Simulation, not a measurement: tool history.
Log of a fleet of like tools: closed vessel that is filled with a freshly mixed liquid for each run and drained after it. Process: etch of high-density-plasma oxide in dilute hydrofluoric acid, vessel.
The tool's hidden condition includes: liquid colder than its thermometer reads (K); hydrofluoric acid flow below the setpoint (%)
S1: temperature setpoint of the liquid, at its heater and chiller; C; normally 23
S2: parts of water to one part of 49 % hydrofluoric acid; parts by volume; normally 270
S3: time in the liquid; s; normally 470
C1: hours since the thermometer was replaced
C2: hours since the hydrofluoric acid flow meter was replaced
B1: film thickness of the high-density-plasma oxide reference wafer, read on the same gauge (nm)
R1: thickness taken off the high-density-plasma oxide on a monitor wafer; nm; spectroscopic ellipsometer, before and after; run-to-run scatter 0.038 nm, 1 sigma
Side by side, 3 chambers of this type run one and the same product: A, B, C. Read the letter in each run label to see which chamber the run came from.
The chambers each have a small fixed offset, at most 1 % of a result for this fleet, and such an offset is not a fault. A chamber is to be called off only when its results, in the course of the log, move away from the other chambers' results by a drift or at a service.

run,hour,S1,S2,S3,C1,C2,B1,R1
1A,8.7,23,270,470,236.8,253.3,130.01,7.1539
# hour 9.9: chamber B: thermometer replaced
2C,16.9,23,270,470,779.3,137.6,130.00,7.1079
3B,28.5,23,270,470,18.6,812.6,129.99,7.1036
4C,42.0,23,270,470,804.4,162.7,130.00,7.1157
5A,53.6,23,215,360,281.7,298.2,129.99,7.2423
6B,61.0,23,215,360,51.1,845.1,129.99,7.1653
7C,70.5,23,215,360,832.9,191.2,129.99,7.2547
8B,77.0,23,270,470,67.1,861.1,130.00,7.1022
9A,89.9,23,270,470,318.0,334.5,130.02,7.1227
10B,97.7,23,270,470,87.8,881.8,130.01,6.9789
11C,104.1,23,270,315,866.5,224.8,130.00,4.8371
12A,112.7,23,270,315,340.8,357.3,129.98,4.7359
13C,120.0,23,270,315,882.4,240.7,130.01,4.8147
14B,132.7,23,270,470,122.8,916.8,130.00,6.9786
15A,139.9,23,270,470,368.0,384.5,130.00,7.1339
16A,152.9,23,270,470,381.0,397.5,130.00,7.0965
17B,166.4,23,270,470,156.5,950.5,129.99,6.8995
18C,175.4,23,270,470,937.8,296.1,130.00,7.2104
19A,185.8,23,270,470,413.9,430.4,129.99,7.1107
20C,192.7,23,270,470,955.1,313.4,129.99,7.1621
21B,199.5,26,270,565,189.6,983.6,130.01,9.2890
22B,213.1,26,270,565,203.2,997.2,130.03,9.2447
23A,225.0,26,270,565,453.1,469.6,130.02,9.5233
24C,235.2,23,270,470,997.6,355.9,129.98,7.1330
25A,246.0,23,270,470,474.1,490.6,129.99,7.1100

Predict what each chamber gives when all 3 of them run the settings below next.
26A,255.9,23,270,470,,,,?
26B,255.9,23,270,470,,,,?
26C,255.9,23,270,470,,,,?

run,R1
26A,7.1328
26B,6.7794
26C,7.1773
